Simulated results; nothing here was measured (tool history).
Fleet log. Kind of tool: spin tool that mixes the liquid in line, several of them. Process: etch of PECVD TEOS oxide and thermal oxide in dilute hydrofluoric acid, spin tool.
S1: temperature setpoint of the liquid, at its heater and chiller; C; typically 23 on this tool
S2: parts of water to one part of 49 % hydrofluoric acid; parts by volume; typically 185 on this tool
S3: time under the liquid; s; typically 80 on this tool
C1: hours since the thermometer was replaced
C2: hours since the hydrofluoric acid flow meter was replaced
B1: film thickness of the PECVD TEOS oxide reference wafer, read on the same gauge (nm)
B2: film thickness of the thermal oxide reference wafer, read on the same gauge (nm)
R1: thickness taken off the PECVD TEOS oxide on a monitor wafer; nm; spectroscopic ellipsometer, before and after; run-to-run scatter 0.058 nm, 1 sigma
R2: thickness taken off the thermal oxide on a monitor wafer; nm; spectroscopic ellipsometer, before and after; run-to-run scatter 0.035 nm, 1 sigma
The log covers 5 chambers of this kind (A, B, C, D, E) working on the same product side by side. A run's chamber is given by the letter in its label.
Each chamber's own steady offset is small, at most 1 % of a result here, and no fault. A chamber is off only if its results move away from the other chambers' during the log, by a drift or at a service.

Run 1C, hour 5.8: usual settings; C1 378.4; C2 98.9; B1 89.967; B2 69.985. Result: R1 10.698 nm, R2 1.7133 nm.
Run 2A, hour 15.3: usual settings; C1 644.0; C2 1646.7; B1 90.014; B2 70.002. Result: R1 10.839 nm, R2 1.7120 nm.
At hour 23.9: chamber B: hydrofluoric acid flow meter replaced.
Run 3D, hour 24.1: usual settings; C1 949.1; C2 669.1; B1 89.950; B2 70.063. Result: R1 10.718 nm, R2 1.7567 nm.
Run 4B, hour 31.2: usual settings; C1 1987.8; C2 7.4; B1 89.984; B2 69.993. Result: R1 10.611 nm, R2 1.7534 nm.
Run 5E, hour 39.0: usual settings; C1 1827.4; C2 772.6; B1 90.031; B2 70.008. Result: R1 10.717 nm, R2 1.7205 nm.
Run 6D, hour 49.1: usual settings; C1 974.1; C2 694.1; B1 89.965; B2 69.975. Result: R1 10.774 nm, R2 1.7075 nm.
Run 7C, hour 59.6: usual settings; C1 432.2; C2 152.7; B1 89.988; B2 70.013. Result: R1 10.632 nm, R2 1.7694 nm.
Run 8A, hour 67.2: usual settings; C1 695.9; C2 1698.6; B1 89.976; B2 69.969. Result: R1 10.788 nm, R2 1.6500 nm.
Run 9E, hour 78.5: usual settings; C1 1866.9; C2 812.1; B1 90.003; B2 69.995. Result: R1 10.612 nm, R2 1.7195 nm.
Run 10B, hour 91.2: usual settings; C1 2047.8; C2 67.4; B1 89.979; B2 70.057. Result: R1 10.692 nm, R2 1.7725 nm.
Run 11E, hour 101.3: usual settings but S2 120 parts by volume; C1 1889.7; C2 834.9; B1 89.935; B2 69.966. Result: R1 17.502 nm, R2 2.7990 nm.
Run 12A, hour 108.1: usual settings but S2 120 parts by volume; C1 736.8; C2 1739.5; B1 90.005; B2 69.999. Result: R1 18.046 nm, R2 2.8013 nm.
Run 13B, hour 121.0: usual settings but S2 120 parts by volume; C1 2077.6; C2 97.2; B1 90.028; B2 70.018. Result: R1 17.539 nm, R2 2.7914 nm.
Run 14D, hour 129.6: usual settings but S2 120 parts by volume; C1 1054.6; C2 774.6; B1 90.034; B2 70.010. Result: R1 17.981 nm, R2 2.9370 nm.
At hour 131.8: chamber E: thermometer replaced.
Run 15C, hour 140.4: usual settings but S2 120 parts by volume; C1 513.0; C2 233.5; B1 89.974; B2 70.001. Result: R1 17.807 nm, R2 2.7415 nm.
Run 16E, hour 153.4: usual settings; C1 21.7; C2 887.0; B1 89.997; B2 70.009. Result: R1 10.667 nm, R2 1.7043 nm.
Run 17A, hour 160.9: usual settings; C1 789.6; C2 1792.3; B1 89.974; B2 69.990. Result: R1 10.854 nm, R2 1.7579 nm.
Run 18B, hour 172.1: usual settings; C1 2128.7; C2 148.3; B1 89.926; B2 70.025. Result: R1 10.671 nm, R2 1.6831 nm.
Run 19C, hour 180.3: usual settings; C1 552.9; C2 273.4; B1 89.937; B2 70.012. Result: R1 10.748 nm, R2 1.7027 nm.
Run 20D, hour 188.8: usual settings; C1 1113.8; C2 833.8; B1 89.992; B2 69.996. Result: R1 10.716 nm, R2 1.6903 nm.
At hour 193.6: chamber E: hydrofluoric acid flow meter replaced.
Run 21B, hour 199.6: usual settings; C1 2156.2; C2 175.8; B1 89.989; B2 69.978. Result: R1 10.493 nm, R2 1.7639 nm.
Run 22E, hour 205.8: usual settings; C1 74.1; C2 12.2; B1 90.010; B2 70.010. Result: R1 10.582 nm, R2 1.7309 nm.
At hour 212.3: chamber A: thermometer replaced.
Run 23D, hour 212.7: usual settings; C1 1137.7; C2 857.7; B1 90.034; B2 69.974. Result: R1 10.698 nm, R2 1.6434 nm.
Run 24C, hour 225.4: usual settings; C1 598.0; C2 318.5; B1 89.947; B2 70.025. Result: R1 10.819 nm, R2 1.6849 nm.
Run 25A, hour 235.2: usual settings; C1 23.0; C2 1866.6; B1 89.973; B2 70.024. Result: R1 10.802 nm, R2 1.6702 nm.
Run 26C, hour 243.7: usual settings; C1 616.3; C2 336.8; B1 89.971; B2 70.030. Result: R1 10.783 nm, R2 1.7111 nm.
Run 27A, hour 254.9: usual settings; C1 42.7; C2 1886.3; B1 90.009; B2 69.987. Result: R1 10.660 nm, R2 1.7234 nm.
Run 28D, hour 265.7: usual settings; C1 1190.7; C2 910.7; B1 89.993; B2 70.016. Result: R1 10.829 nm, R2 1.7235 nm.
Run 29E, hour 275.0: usual settings; C1 143.3; C2 81.4; B1 90.022; B2 70.024. Result: R1 10.706 nm, R2 1.7491 nm.
Run 30B, hour 282.9: usual settings; C1 2239.5; C2 259.1; B1 89.945; B2 70.008. Result: R1 10.595 nm, R2 1.7537 nm.
Run 31A, hour 294.7: usual settings but S1 21 C, S2 120 parts by volume; C1 82.5; C2 1926.1; B1 89.997; B2 69.969. Result: R1 16.651 nm, R2 2.6993 nm.
Run 32E, hour 307.7: usual settings but S1 21 C, S2 120 parts by volume; C1 176.0; C2 114.1; B1 90.001; B2 70.023. Result: R1 16.300 nm, R2 2.6187 nm.
Run 33C, hour 319.1: usual settings but S1 21 C, S2 120 parts by volume; C1 691.7; C2 412.2; B1 89.957; B2 69.977. Result: R1 16.436 nm, R2 2.6269 nm.
Run 34B, hour 331.5: usual settings but S1 21 C, S2 120 parts by volume; C1 2288.1; C2 307.7; B1 89.927; B2 69.985. Result: R1 16.064 nm, R2 2.7212 nm.
Run 35D, hour 343.1: usual settings but S1 21 C, S2 120 parts by volume; C1 1268.1; C2 988.1; B1 90.037; B2 70.018. Result: R1 16.576 nm, R2 2.6566 nm.

Predict what each chamber gives when all 5 of them run the settings below next.
Run 36A, hour 352.5: usual settings but S3 130 s. Result: R1 ?, R2 ?.
Run 36B, hour 352.5: usual settings but S3 130 s. Result: R1 ?, R2 ?.
Run 36C, hour 352.5: usual settings but S3 130 s. Result: R1 ?, R2 ?.
Run 36D, hour 352.5: usual settings but S3 130 s. Result: R1 ?, R2 ?.
Run 36E, hour 352.5: usual settings but S3 130 s. Result: R1 ?, R2 ?.

run      R1      R2
36A  17.541  2.7882
36B  17.278  2.8803
36C  17.513  2.7858
36D  17.693  2.8166
36E  17.094  2.7672
